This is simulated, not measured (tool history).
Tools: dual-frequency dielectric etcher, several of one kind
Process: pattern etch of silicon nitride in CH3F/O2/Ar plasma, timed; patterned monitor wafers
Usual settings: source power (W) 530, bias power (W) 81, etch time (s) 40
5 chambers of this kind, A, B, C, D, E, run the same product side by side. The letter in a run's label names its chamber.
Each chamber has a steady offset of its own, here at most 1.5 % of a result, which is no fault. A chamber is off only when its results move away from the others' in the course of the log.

| run | hour | source power (W) | bias power (W) | etch time (s) | hours since the last wet clean | hours since the last source power generator calibration | hours since the last bias power generator calibration | read-back reference wafer on the same gauge, depth_nm | mean etch depth across the wafer (nm) |
|---|---|---|---|---|---|---|---|---|---|
| 1D | 10.7 | 530 | 81 | 40 | 403.2 | 1594.4 | 1700.7 | 34.129 | 32.056 |
|  | 16.4 | chamber B: bias power generator calibrated |
| 2A | 24.3 | 530 | 81 | 40 | 135.8 | 685.0 | 2625.8 | 34.100 | 32.352 |
|  | 27.6 | chamber C: wet clean of the chamber |
| 3B | 38.7 | 530 | 81 | 40 | 332.4 | 2581.1 | 22.4 | 34.110 | 32.593 |
| 4E | 51.9 | 530 | 81 | 40 | 525.8 | 1105.8 | 375.7 | 34.096 | 32.569 |
| 5C | 63.7 | 580 | 81 | 40 | 36.1 | 1790.8 | 1820.8 | 34.113 | 33.703 |
| 6B | 76.7 | 580 | 81 | 40 | 370.4 | 2619.1 | 60.4 | 34.086 | 33.703 |
| 7E | 86.8 | 580 | 81 | 40 | 560.7 | 1140.7 | 410.6 | 34.115 | 33.847 |
| 8C | 97.3 | 580 | 81 | 40 | 69.7 | 1824.4 | 1854.4 | 34.101 | 33.652 |
| 9A | 109.6 | 580 | 81 | 40 | 221.1 | 770.3 | 2711.1 | 34.118 | 33.443 |
| 10D | 124.4 | 530 | 81 | 40 | 516.9 | 1708.1 | 1814.4 | 34.087 | 32.316 |
| 11E | 135.8 | 530 | 81 | 40 | 609.7 | 1189.7 | 459.6 | 34.120 | 32.563 |
| 12B | 144.7 | 530 | 81 | 50 | 438.4 | 2687.1 | 128.4 | 34.093 | 40.617 |
| 13C | 154.7 | 530 | 81 | 50 | 127.1 | 1881.8 | 1911.8 | 34.089 | 40.809 |
| 14A | 163.7 | 530 | 81 | 50 | 275.2 | 824.4 | 2765.2 | 34.098 | 40.602 |
| 15D | 174.5 | 530 | 81 | 50 | 567.0 | 1758.2 | 1864.5 | 34.101 | 40.105 |
| 16E | 184.6 | 530 | 81 | 50 | 658.5 | 1238.5 | 508.4 | 34.117 | 40.547 |
| 17D | 195.0 | 530 | 74 | 50 | 587.5 | 1778.7 | 1885.0 | 34.112 | 38.961 |
| 18B | 209.2 | 530 | 74 | 50 | 502.9 | 2751.6 | 192.9 | 34.097 | 39.345 |
|  | 213.6 | chamber E: wet clean of the chamber |
| 19A | 224.3 | 530 | 74 | 50 | 335.8 | 885.0 | 2825.8 | 34.089 | 39.202 |
|  | 230.5 | chamber D: wet clean of the chamber |
| 20C | 234.1 | 530 | 74 | 50 | 206.5 | 1961.2 | 1991.2 | 34.091 | 39.535 |
| 21E | 245.6 | 530 | 74 | 50 | 32.1 | 1299.5 | 569.4 | 34.108 | 39.445 |
| 22D | 259.4 | 530 | 81 | 40 | 28.9 | 1843.1 | 1949.4 | 34.107 | 32.182 |
| 23A | 270.2 | 530 | 81 | 40 | 381.7 | 930.9 | 2871.7 | 34.112 | 32.314 |
| 24B | 280.5 | 530 | 81 | 40 | 574.2 | 2822.9 | 264.2 | 34.099 | 32.463 |
| 25C | 291.3 | 530 | 81 | 40 | 263.7 | 2018.4 | 2048.4 | 34.097 | 32.595 |
| 26C | 304.7 | 530 | 81 | 40 | 277.1 | 2031.8 | 2061.8 | 34.112 | 32.466 |
| 27D | 316.8 | 530 | 81 | 50 | 86.3 | 1900.5 | 2006.8 | 34.100 | 40.187 |
| 28E | 324.2 | 530 | 81 | 50 | 110.7 | 1378.1 | 648.0 | 34.093 | 40.631 |
| 29A | 337.5 | 530 | 81 | 50 | 449.0 | 998.2 | 2939.0 | 34.105 | 40.417 |
| 30B | 346.7 | 530 | 81 | 50 | 640.4 | 2889.1 | 330.4 | 34.107 | 40.648 |
| 31D | 355.1 | 530 | 81 | 50 | 124.6 | 1938.8 | 2045.1 | 34.098 | 40.116 |
| 32B | 365.3 | 530 | 81 | 40 | 659.0 | 2907.7 | 349.0 | 34.090 | 32.539 |
| 33A | 374.6 | 530 | 81 | 40 | 486.1 | 1035.3 | 2976.1 | 34.082 | 32.428 |
| 34E | 387.4 | 530 | 81 | 46 | 173.9 | 1441.3 | 711.2 | 34.112 | 37.366 |
|  | 393.8 | chamber B: wet clean of the chamber |
| 35C | 395.2 | 530 | 81 | 46 | 367.6 | 2122.3 | 2152.3 | 34.086 | 37.438 |
|  | 406.7 | chamber A: wet clean of the chamber |
|  | 407.9 | chamber C: wet clean of the chamber |
| 36B | 408.5 | 530 | 81 | 46 | 14.8 | 2950.9 | 392.2 | 34.087 | 37.534 |
| 37A | 423.6 | 530 | 81 | 46 | 17.0 | 1084.3 | 3025.1 | 34.100 | 37.260 |
| 38D | 437.3 | 530 | 81 | 46 | 206.8 | 2021.0 | 2127.3 | 34.093 | 36.883 |
| 39E | 448.1 | 530 | 81 | 40 | 234.6 | 1502.0 | 771.9 | 34.095 | 32.572 |
| 40C | 455.7 | 530 | 81 | 40 | 47.8 | 2182.8 | 2212.8 | 34.097 | 32.437 |

Next, every chamber runs the same settings. What will each give?
| 41A | 466.8 | 530 | 81 | 40 |  |  |  |  | ? |
| 41B | 466.8 | 530 | 81 | 40 |  |  |  |  | ? |
| 41C | 466.8 | 530 | 81 | 40 |  |  |  |  | ? |
| 41D | 466.8 | 530 | 81 | 40 |  |  |  |  | ? |
| 41E | 466.8 | 530 | 81 | 40 |  |  |  |  | ? |

| run | mean etch depth across the wafer (nm) |
|---|---|
| 41A | 32.423 |
| 41B | 32.615 |
| 41C | 32.578 |
| 41D | 32.261 |
| 41E | 32.441 |
